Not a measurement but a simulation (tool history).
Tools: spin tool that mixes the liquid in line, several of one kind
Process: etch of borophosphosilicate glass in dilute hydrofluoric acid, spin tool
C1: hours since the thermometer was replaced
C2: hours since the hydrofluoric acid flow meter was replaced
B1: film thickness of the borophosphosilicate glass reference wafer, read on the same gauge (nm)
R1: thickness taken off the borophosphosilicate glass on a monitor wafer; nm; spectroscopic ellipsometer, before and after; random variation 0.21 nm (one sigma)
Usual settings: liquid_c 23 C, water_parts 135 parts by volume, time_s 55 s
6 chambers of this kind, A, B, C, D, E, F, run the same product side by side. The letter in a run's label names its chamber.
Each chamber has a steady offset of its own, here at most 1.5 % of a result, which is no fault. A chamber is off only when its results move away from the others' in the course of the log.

{"run": "1E", "day": 0.321, "liquid_c": 23, "water_parts": 135, "time_s": 55, "C1": 666.8, "C2": 211.7, "B1": 139.99, "R1": 23.944}
{"run": "2B", "day": 0.571, "liquid_c": 23, "water_parts": 135, "time_s": 55, "C1": 453.4, "C2": 56.9, "B1": 140.01, "R1": 24.051}
{"day": 0.775, "done": "chamber C: thermometer replaced"}
{"run": "3A", "day": 0.938, "liquid_c": 23, "water_parts": 135, "time_s": 55, "C1": 1872.3, "C2": 200, "B1": 140, "R1": 24.005}
{"run": "4C", "day": 1.367, "liquid_c": 23, "water_parts": 135, "time_s": 55, "C1": 14.2, "C2": 1061.5, "B1": 140, "R1": 24.401}
{"run": "5F", "day": 1.825, "liquid_c": 25.5, "water_parts": 135, "time_s": 75, "C1": 2179.1, "C2": 443.2, "B1": 140, "R1": 36.074}
{"run": "6D", "day": 2.217, "liquid_c": 25.5, "water_parts": 135, "time_s": 75, "C1": 143.8, "C2": 245.7, "B1": 139.96, "R1": 36.059}
{"run": "7D", "day": 2.483, "liquid_c": 25.5, "water_parts": 135, "time_s": 75, "C1": 150.2, "C2": 252.1, "B1": 139.98, "R1": 35.873}
{"run": "8A", "day": 2.758, "liquid_c": 25.5, "water_parts": 135, "time_s": 75, "C1": 1916, "C2": 243.7, "B1": 140, "R1": 36.793}
{"run": "9B", "day": 2.996, "liquid_c": 25.5, "water_parts": 135, "time_s": 75, "C1": 511.6, "C2": 115.1, "B1": 140.04, "R1": 36.724}
{"run": "10C", "day": 3.429, "liquid_c": 25.5, "water_parts": 135, "time_s": 75, "C1": 63.7, "C2": 1111, "B1": 139.95, "R1": 36.084}
{"run": "11F", "day": 3.767, "liquid_c": 23, "water_parts": 135, "time_s": 55, "C1": 2225.7, "C2": 489.8, "B1": 139.93, "R1": 23.963}
{"run": "12E", "day": 4.129, "liquid_c": 23, "water_parts": 70, "time_s": 30, "C1": 758.2, "C2": 303.1, "B1": 139.99, "R1": 27.349}
{"run": "13A", "day": 4.479, "liquid_c": 23, "water_parts": 70, "time_s": 30, "C1": 1957.3, "C2": 285, "B1": 139.98, "R1": 27.736}
{"run": "14C", "day": 4.746, "liquid_c": 23, "water_parts": 70, "time_s": 30, "C1": 95.3, "C2": 1142.6, "B1": 140.03, "R1": 27.139}
{"run": "15E", "day": 5.017, "liquid_c": 23, "water_parts": 70, "time_s": 30, "C1": 779.5, "C2": 324.4, "B1": 139.99, "R1": 27.139}
{"run": "16D", "day": 5.317, "liquid_c": 23, "water_parts": 70, "time_s": 30, "C1": 218.2, "C2": 320.1, "B1": 140.03, "R1": 26.771}
{"run": "17B", "day": 5.617, "liquid_c": 23, "water_parts": 70, "time_s": 30, "C1": 574.5, "C2": 178, "B1": 140.01, "R1": 28.341}
{"run": "18F", "day": 6.008, "liquid_c": 23, "water_parts": 135, "time_s": 55, "C1": 2279.5, "C2": 543.6, "B1": 140.01, "R1": 24.163}
{"run": "19B", "day": 6.296, "liquid_c": 23, "water_parts": 135, "time_s": 55, "C1": 590.8, "C2": 194.3, "B1": 140.01, "R1": 23.854}
{"run": "20A", "day": 6.738, "liquid_c": 23, "water_parts": 135, "time_s": 55, "C1": 2011.5, "C2": 339.2, "B1": 140, "R1": 23.987}
{"run": "21D", "day": 7.183, "liquid_c": 23, "water_parts": 135, "time_s": 55, "C1": 263, "C2": 364.9, "B1": 139.94, "R1": 23.615}
{"run": "22C", "day": 7.438, "liquid_c": 23, "water_parts": 135, "time_s": 75, "C1": 159.9, "C2": 1207.2, "B1": 140.01, "R1": 32.69}
{"run": "23E", "day": 7.746, "liquid_c": 23, "water_parts": 135, "time_s": 75, "C1": 845, "C2": 389.9, "B1": 140.01, "R1": 32.715}
{"run": "24F", "day": 8.004, "liquid_c": 23, "water_parts": 135, "time_s": 75, "C1": 2327.4, "C2": 591.5, "B1": 139.99, "R1": 32.956}
{"run": "25F", "day": 8.317, "liquid_c": 23, "water_parts": 135, "time_s": 75, "C1": 2334.9, "C2": 599, "B1": 139.97, "R1": 33.043}
{"run": "26C", "day": 8.733, "liquid_c": 23, "water_parts": 135, "time_s": 75, "C1": 191, "C2": 1238.3, "B1": 140, "R1": 33.02}
{"run": "27B", "day": 9.079, "liquid_c": 23, "water_parts": 135, "time_s": 75, "C1": 657.6, "C2": 261.1, "B1": 140.05, "R1": 32.78}
{"run": "28A", "day": 9.467, "liquid_c": 23, "water_parts": 135, "time_s": 55, "C1": 2077, "C2": 404.7, "B1": 140.01, "R1": 24.268}
{"run": "29D", "day": 9.883, "liquid_c": 23, "water_parts": 135, "time_s": 55, "C1": 327.8, "C2": 429.7, "B1": 140, "R1": 23.024}
{"day": 10.104, "done": "chamber E: thermometer replaced"}
{"run": "30E", "day": 10.171, "liquid_c": 23, "water_parts": 135, "time_s": 55, "C1": 1.7, "C2": 448.1, "B1": 140.05, "R1": 23.774}
{"run": "31A", "day": 10.592, "liquid_c": 23, "water_parts": 135, "time_s": 55, "C1": 2104, "C2": 431.7, "B1": 140.02, "R1": 24.376}
{"run": "32D", "day": 10.838, "liquid_c": 23, "water_parts": 135, "time_s": 55, "C1": 350.7, "C2": 452.6, "B1": 140.01, "R1": 22.43}
{"run": "33C", "day": 11.233, "liquid_c": 23, "water_parts": 135, "time_s": 55, "C1": 251, "C2": 1298.3, "B1": 140, "R1": 24.074}
{"run": "34F", "day": 11.638, "liquid_c": 23, "water_parts": 135, "time_s": 55, "C1": 2414.6, "C2": 678.7, "B1": 140.05, "R1": 23.946}
{"run": "35E", "day": 11.862, "liquid_c": 23, "water_parts": 135, "time_s": 55, "C1": 42.3, "C2": 488.7, "B1": 139.97, "R1": 23.724}
{"run": "36B", "day": 12.238, "liquid_c": 23, "water_parts": 135, "time_s": 55, "C1": 733.4, "C2": 336.9, "B1": 140.01, "R1": 23.851}
{"run": "37D", "day": 12.6, "liquid_c": 23, "water_parts": 135, "time_s": 55, "C1": 393, "C2": 494.9, "B1": 140.01, "R1": 22.378}
{"run": "38F", "day": 12.879, "liquid_c": 23, "water_parts": 135, "time_s": 55, "C1": 2444.4, "C2": 708.5, "B1": 139.98, "R1": 23.723}
{"run": "39C", "day": 13.171, "liquid_c": 23, "water_parts": 135, "time_s": 55, "C1": 297.5, "C2": 1344.8, "B1": 139.98, "R1": 24.398}
{"run": "40A", "day": 13.6, "liquid_c": 23, "water_parts": 75, "time_s": 55, "C1": 2176.2, "C2": 503.9, "B1": 140.02, "R1": 46.856}
{"run": "41E", "day": 13.917, "liquid_c": 23, "water_parts": 75, "time_s": 55, "C1": 91.6, "C2": 538, "B1": 139.92, "R1": 46.371}
{"run": "42B", "day": 14.267, "liquid_c": 23, "water_parts": 75, "time_s": 55, "C1": 782.1, "C2": 385.6, "B1": 140.03, "R1": 47.271}
{"run": "43B", "day": 14.6, "liquid_c": 23, "water_parts": 75, "time_s": 55, "C1": 790.1, "C2": 393.6, "B1": 139.98, "R1": 47.626}
{"run": "44E", "day": 14.929, "liquid_c": 23, "water_parts": 75, "time_s": 55, "C1": 115.9, "C2": 562.3, "B1": 140.05, "R1": 45.621}

What goes on in this fleet: one chamber off, a drifting gauge, or nothing beyond the chambers' own small offsets? Name the chamber and the cause, if any.

Chamber D drifts away from the others.
Cause: hydrofluoric acid flow below the setpoint (%) = 9.79.
The log may not tell that from: liquid colder than its thermometer reads (K).

Here are 4 candidates for chamber D's next run, each the usual settings with a change, their results left as question marks. Which one brings its results back in line with what the others give on the usual settings?
In line means no further than this from the other chambers' mean on the usual settings: R1 0.74 nm
{"run": "45D-1", "day": 15.275, "liquid_c": 23, "water_parts": 150, "time_s": 55, "R1": "?"}
{"run": "45D-2", "day": 15.275, "liquid_c": 23, "water_parts": 140, "time_s": 55, "R1": "?"}
{"run": "45D-3", "day": 15.275, "liquid_c": 23, "water_parts": 130, "time_s": 55, "R1": "?"}
{"run": "45D-4", "day": 15.275, "liquid_c": 26, "water_parts": 135, "time_s": 55, "R1": "?"}

The other chambers' mean on the usual settings: R1 24.043 nm
run=45D-1 R1=18.801
run=45D-2 R1=20.372
run=45D-3 R1=22.191
run=45D-4 R1=23.791
45D-4 brings the chamber back in line.

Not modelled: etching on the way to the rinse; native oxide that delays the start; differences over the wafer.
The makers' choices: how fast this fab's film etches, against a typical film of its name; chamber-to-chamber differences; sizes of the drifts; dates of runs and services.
